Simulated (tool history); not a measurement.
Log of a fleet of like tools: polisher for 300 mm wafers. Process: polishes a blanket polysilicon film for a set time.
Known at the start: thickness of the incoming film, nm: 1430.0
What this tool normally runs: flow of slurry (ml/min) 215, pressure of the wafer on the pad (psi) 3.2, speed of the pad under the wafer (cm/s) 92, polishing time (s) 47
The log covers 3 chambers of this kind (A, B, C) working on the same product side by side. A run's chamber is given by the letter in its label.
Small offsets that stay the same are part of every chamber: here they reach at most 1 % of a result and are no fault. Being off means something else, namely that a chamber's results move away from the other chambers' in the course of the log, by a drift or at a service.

run	hour	flow of slurry (ml/min)	pressure of the wafer on the pad (psi)	speed of the pad under the wafer (cm/s)	polishing time (s)	film removed (angstrom)
1B	12.9	215	3.2	92	47	4610.2
2A	19.6	215	3.2	92	47	4554.5
3C	34.1	215	3.2	92	47	4576.7
# hour 35.8: chamber A: worn pad replaced by a new one
# hour 45.0: chamber C: worn pad replaced by a new one
4A	48.9	215	3.2	92	47	4655.2
5C	60.3	215	3.2	92	47	4527.8
6B	68.1	215	3.2	92	47	4554.8
7C	77.0	215	3.2	92	47	4620.4
# hour 87.9: chamber B: worn pad replaced by a new one
8B	88.3	215	3.2	92	47	4605.6
9A	97.7	215	3.2	92	47	4552.8
# hour 101.7: chamber C: worn pad replaced by a new one
10A	107.1	215	3.2	92	47	4514.7
11B	120.4	215	3.2	92	47	4532.4
12C	127.2	215	3.2	92	47	4584.8
13B	134.4	215	3.2	92	47	4575.3
14C	143.4	215	3.2	92	47	4622.6
# hour 145.4: chamber A: worn pad replaced by a new one
15A	153.1	215	3.2	92	47	4463.7
# hour 154.2: chamber C: worn pad replaced by a new one
16A	163.5	215	3.2	92	47	4593.1
17C	172.7	215	3.2	92	47	4513.9
18B	181.4	215	3.2	92	47	4466.0
19A	189.4	215	3.2	92	47	4588.3
20C	202.3	215	3.2	92	47	4542.0
# hour 204.7: chamber C: worn pad replaced by a new one
# hour 209.1: chamber B: head pressure recalibrated
# hour 213.4: chamber B: worn pad replaced by a new one
21B	214.6	215	3.2	92	47	4547.7
22B	226.6	215	3.2	92	47	4435.4
# hour 238.0: chamber B: slurry nozzle cleaned
23C	238.6	215	3.2	92	47	4510.0
# hour 244.6: chamber A: worn pad replaced by a new one
# hour 246.3: chamber A: slurry nozzle cleaned
24A	253.2	215	3.2	92	47	4516.4
# hour 253.6: chamber C: worn pad replaced by a new one
25B	260.1	215	3.2	108	47	5410.1
26C	267.2	215	3.2	108	47	5424.4
27A	276.4	215	3.2	108	47	5374.9

Predict what each chamber gives when all 3 of them run the settings below next.
28A	287.0	215	3.2	102	47	?
28B	287.0	215	3.2	102	47	?
28C	287.0	215	3.2	102	47	?

run	film removed (angstrom)
28A	5096.7
28B	5036.9
28C	5017.5

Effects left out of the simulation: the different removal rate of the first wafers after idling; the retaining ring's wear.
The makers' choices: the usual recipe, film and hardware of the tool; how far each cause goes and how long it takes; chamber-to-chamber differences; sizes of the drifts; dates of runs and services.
